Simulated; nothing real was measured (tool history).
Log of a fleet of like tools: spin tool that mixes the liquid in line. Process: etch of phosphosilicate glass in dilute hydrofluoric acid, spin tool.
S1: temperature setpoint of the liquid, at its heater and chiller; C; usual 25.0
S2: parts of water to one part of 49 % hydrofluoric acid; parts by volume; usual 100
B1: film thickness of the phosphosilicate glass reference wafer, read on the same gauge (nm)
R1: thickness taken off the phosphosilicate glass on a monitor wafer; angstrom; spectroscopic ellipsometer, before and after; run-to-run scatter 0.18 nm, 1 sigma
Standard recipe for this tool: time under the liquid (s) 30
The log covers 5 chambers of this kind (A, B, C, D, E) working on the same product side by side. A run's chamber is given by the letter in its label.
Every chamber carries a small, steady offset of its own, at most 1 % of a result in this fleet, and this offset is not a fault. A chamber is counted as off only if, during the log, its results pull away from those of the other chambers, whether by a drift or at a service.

{"run": "1C", "hour": 10.4, "S1": 25.0, "S2": 100, "time under the liquid (s)": 30, "B1": 60.0, "R1": 307.58}
{"run": "2D", "hour": 19.6, "S1": 25.0, "S2": 100, "time under the liquid (s)": 30, "B1": 59.984, "R1": 311.0}
{"run": "3B", "hour": 30.8, "S1": 25.0, "S2": 100, "time under the liquid (s)": 30, "B1": 60.003, "R1": 314.48}
{"run": "4A", "hour": 38.0, "S1": 25.0, "S2": 100, "time under the liquid (s)": 30, "B1": 59.973, "R1": 311.62}
{"run": "5E", "hour": 44.9, "S1": 25.0, "S2": 100, "time under the liquid (s)": 30, "B1": 60.02, "R1": 306.92}
{"run": "6C", "hour": 51.3, "S1": 25.0, "S2": 100, "time under the liquid (s)": 30, "B1": 59.984, "R1": 307.8}
{"run": "7D", "hour": 56.9, "S1": 25.0, "S2": 100, "time under the liquid (s)": 30, "B1": 60.014, "R1": 309.68}
{"run": "8E", "hour": 62.6, "S1": 28.0, "S2": 65, "time under the liquid (s)": 30, "B1": 60.008, "R1": 566.48}
{"run": "9B", "hour": 69.0, "S1": 28.0, "S2": 65, "time under the liquid (s)": 30, "B1": 60.027, "R1": 565.13}
{"run": "10A", "hour": 74.8, "S1": 28.0, "S2": 65, "time under the liquid (s)": 30, "B1": 60.027, "R1": 561.52}
{"run": "11E", "hour": 82.7, "S1": 28.0, "S2": 65, "time under the liquid (s)": 30, "B1": 59.99, "R1": 564.48}
{"run": "12A", "hour": 89.6, "S1": 28.0, "S2": 65, "time under the liquid (s)": 30, "B1": 59.982, "R1": 566.67}
{"run": "13C", "hour": 96.4, "S1": 25.0, "S2": 100, "time under the liquid (s)": 30, "B1": 60.03, "R1": 312.22}
{"hour": 106.4, "done": "chamber B: thermometer replaced"}
{"run": "14D", "hour": 106.5, "S1": 28.5, "S2": 100, "time under the liquid (s)": 40, "B1": 59.978, "R1": 472.6}
{"hour": 108.0, "done": "chamber A: thermometer replaced"}
{"run": "15B", "hour": 114.0, "S1": 28.5, "S2": 100, "time under the liquid (s)": 40, "B1": 60.029, "R1": 471.8}
{"run": "16C", "hour": 120.8, "S1": 28.5, "S2": 100, "time under the liquid (s)": 40, "B1": 60.015, "R1": 474.0}
{"run": "17A", "hour": 129.5, "S1": 28.5, "S2": 100, "time under the liquid (s)": 40, "B1": 60.025, "R1": 469.26}
{"run": "18E", "hour": 134.7, "S1": 28.5, "S2": 100, "time under the liquid (s)": 40, "B1": 60.006, "R1": 473.88}
{"run": "19B", "hour": 139.7, "S1": 25.0, "S2": 100, "time under the liquid (s)": 30, "B1": 60.017, "R1": 310.15}
{"hour": 143.9, "done": "chamber D: hydrofluoric acid flow meter replaced"}
{"run": "20D", "hour": 151.3, "S1": 25.0, "S2": 100, "time under the liquid (s)": 30, "B1": 59.997, "R1": 311.71}
{"run": "21C", "hour": 161.4, "S1": 25.0, "S2": 100, "time under the liquid (s)": 30, "B1": 60.0, "R1": 305.67}
{"run": "22B", "hour": 171.8, "S1": 25.0, "S2": 100, "time under the liquid (s)": 30, "B1": 59.998, "R1": 306.07}
{"hour": 173.9, "done": "chamber A: hydrofluoric acid flow meter replaced"}
{"run": "23A", "hour": 183.5, "S1": 25.0, "S2": 100, "time under the liquid (s)": 30, "B1": 59.999, "R1": 309.21}
{"run": "24D", "hour": 193.9, "S1": 25.0, "S2": 75, "time under the liquid (s)": 30, "B1": 60.002, "R1": 430.62}
{"run": "25E", "hour": 204.6, "S1": 25.0, "S2": 75, "time under the liquid (s)": 30, "B1": 59.989, "R1": 428.12}
{"hour": 205.0, "done": "chamber D: thermometer replaced"}
{"run": "26B", "hour": 214.4, "S1": 25.0, "S2": 75, "time under the liquid (s)": 30, "B1": 59.995, "R1": 414.46}
{"run": "27E", "hour": 224.8, "S1": 25.0, "S2": 75, "time under the liquid (s)": 30, "B1": 59.979, "R1": 424.18}
{"run": "28A", "hour": 234.8, "S1": 25.0, "S2": 75, "time under the liquid (s)": 30, "B1": 59.973, "R1": 428.39}
{"run": "29C", "hour": 242.9, "S1": 25.0, "S2": 100, "time under the liquid (s)": 30, "B1": 59.994, "R1": 309.23}
{"run": "30D", "hour": 251.5, "S1": 25.0, "S2": 100, "time under the liquid (s)": 30, "B1": 59.995, "R1": 311.29}
{"run": "31A", "hour": 260.3, "S1": 22.0, "S2": 100, "time under the liquid (s)": 15, "B1": 60.007, "R1": 138.35}
{"run": "32C", "hour": 267.7, "S1": 22.0, "S2": 100, "time under the liquid (s)": 15, "B1": 60.01, "R1": 138.46}
{"run": "33B", "hour": 279.1, "S1": 22.0, "S2": 100, "time under the liquid (s)": 15, "B1": 60.008, "R1": 134.12}
{"run": "34D", "hour": 289.4, "S1": 22.0, "S2": 100, "time under the liquid (s)": 15, "B1": 59.975, "R1": 137.33}
{"run": "35E", "hour": 300.5, "S1": 22.0, "S2": 100, "time under the liquid (s)": 15, "B1": 59.993, "R1": 135.27}
{"run": "36B", "hour": 311.0, "S1": 25.0, "S2": 100, "time under the liquid (s)": 30, "B1": 60.004, "R1": 295.75}
{"run": "37C", "hour": 322.0, "S1": 25.0, "S2": 100, "time under the liquid (s)": 30, "B1": 60.002, "R1": 310.8}
{"run": "38D", "hour": 330.9, "S1": 25.0, "S2": 100, "time under the liquid (s)": 30, "B1": 59.995, "R1": 313.27}
{"run": "39E", "hour": 342.1, "S1": 25.0, "S2": 100, "time under the liquid (s)": 30, "B1": 59.992, "R1": 308.74}

Does one chamber stand apart from the rest, does the shared gauge drift, or is all well apart from small per-chamber offsets? Give the chamber and the most likely cause, where there is one.

Little by little, chamber B moves away from the other chambers.
Cause: hydrofluoric acid flow below the setpoint (%) = 4.76.

Here are 4 candidates for chamber B's next run, each the usual settings with a change, their results left as question marks. Which one brings its results back in line with what the others give on the usual settings?
In line here means within this much of the mean the other chambers give on the usual settings: R1 6.20 angstrom
{"run": "40B-1", "hour": 350.5, "S1": 24.0, "S2": 100, "time under the liquid (s)": 30, "R1": "?"}
{"run": "40B-2", "hour": 350.5, "S1": 26.0, "S2": 100, "time under the liquid (s)": 30, "R1": "?"}
{"run": "40B-3", "hour": 350.5, "S1": 23.0, "S2": 100, "time under the liquid (s)": 30, "R1": "?"}
{"run": "40B-4", "hour": 350.5, "S1": 25.5, "S2": 95, "time under the liquid (s)": 30, "R1": "?"}

What the other chambers average on the usual settings: R1 309.14 angstrom
run=40B-1 R1=284.39
run=40B-2 R1=307.05
run=40B-3 R1=273.45
run=40B-4 R1=318.95
40B-2 brings the chamber back in line.
